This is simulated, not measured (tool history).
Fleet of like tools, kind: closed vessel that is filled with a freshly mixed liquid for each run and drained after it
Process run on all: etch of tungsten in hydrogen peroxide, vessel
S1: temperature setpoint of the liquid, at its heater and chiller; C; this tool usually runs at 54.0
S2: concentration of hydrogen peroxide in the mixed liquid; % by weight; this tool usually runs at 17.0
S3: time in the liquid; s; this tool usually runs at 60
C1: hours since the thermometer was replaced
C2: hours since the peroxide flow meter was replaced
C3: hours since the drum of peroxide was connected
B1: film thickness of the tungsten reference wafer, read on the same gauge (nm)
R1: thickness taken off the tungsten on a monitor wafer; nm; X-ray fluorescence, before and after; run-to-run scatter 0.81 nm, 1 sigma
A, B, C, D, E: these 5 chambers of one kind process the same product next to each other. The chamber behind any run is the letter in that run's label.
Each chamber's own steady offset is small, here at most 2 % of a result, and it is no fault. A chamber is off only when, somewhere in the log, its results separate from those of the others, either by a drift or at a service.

run    day    S1    S2  S3      C1      C2     C3       B1       R1
 1A  0.154  54.0  17.0  60   418.9   186.7  236.7  100.020  125.080
 2E  0.329  54.0  17.0  60   385.9    82.3  584.3   99.997  128.200
 3D  0.512  54.0  17.0  60   429.0   110.7  255.3  100.010  127.040
 4C  0.667  54.0  17.0  60   498.5   445.6  125.9  100.000  126.780
 5B  0.775  54.0  17.0  60  1987.0  1221.5  709.3  100.010  126.670
 6D  0.950  54.0  17.0  60   439.5   121.2  265.8  100.000  127.910
 7A  1.042  44.5  14.5  60   440.2   208.0  258.0   99.997   65.570
 8C  1.162  44.5  14.5  60   510.4   457.5  137.8   99.985   66.524
 9B  1.262  44.5  14.5  60  1998.7  1233.2  721.0   99.990   66.743
10E  1.404  44.5  14.5  60   411.7   108.1  610.1   99.990   66.406
11C  1.562  44.5  14.5  60   520.0   467.1  147.4  100.020   66.055
12D  1.733  54.0  13.0  30   458.3   140.0  284.6   99.973   55.327
13E  1.896  54.0  13.0  30   423.5   119.9  621.9  100.010   55.583
14A  2.004  54.0  13.0  30   463.3   231.1  281.1   99.989   54.718
15B  2.112  54.0  13.0  30  2019.1  1253.6  741.4  100.000   56.019
16B  2.292  54.0  13.0  30  2023.4  1257.9  745.7   99.996   56.032
17A  2.438  54.0  17.0  60   473.7   241.5  291.5   99.995  125.310
18D  2.612  47.5  17.0  30   479.4   161.1  305.7   99.992   42.676
19C  2.796  47.5  17.0  30   549.6   496.7  177.0  100.010   42.929
20E  2.988  47.5  17.0  30   449.7   146.1  648.1   99.962   42.677
21A  3.171  47.5  17.0  30   491.3   259.1  309.1  100.000   42.515
22C  3.292  47.5  17.0  30   561.5   508.6  188.9   99.995   42.972
23E  3.425  54.0  17.0  90   460.2   156.6  658.6   99.999  190.830
24B  3.542  54.0  17.0  90  2053.4  1287.9  775.7   99.997  192.610
25D  3.708  54.0  17.0  90   505.7   187.4  332.0  100.000  188.450
26B  3.854  54.0  17.0  90  2060.9  1295.4  783.2  100.020  191.570
27E  3.938  54.0  17.0  90   472.5   168.9  670.9  100.000  192.440
28C  4.029  54.0  17.0  60   579.2   526.3  206.6  100.020  127.500
29D  4.175  54.0  17.0  60   516.9   198.6  343.2   99.978  126.730
30A  4.283  54.0  17.0  60   518.0   285.8  335.8   99.993  126.200

All chambers now run identical settings, listed one chamber a line with results as question marks. What results will each chamber show?
31A  4.421  50.5  17.0  60                   ?
31B  4.421  50.5  17.0  60                   ?
31C  4.421  50.5  17.0  60                   ?
31D  4.421  50.5  17.0  60                   ?
31E  4.421  50.5  17.0  60                   ?

run       R1
31A  102.160
31B  104.170
31C  102.320
31D  103.690
31E  102.620

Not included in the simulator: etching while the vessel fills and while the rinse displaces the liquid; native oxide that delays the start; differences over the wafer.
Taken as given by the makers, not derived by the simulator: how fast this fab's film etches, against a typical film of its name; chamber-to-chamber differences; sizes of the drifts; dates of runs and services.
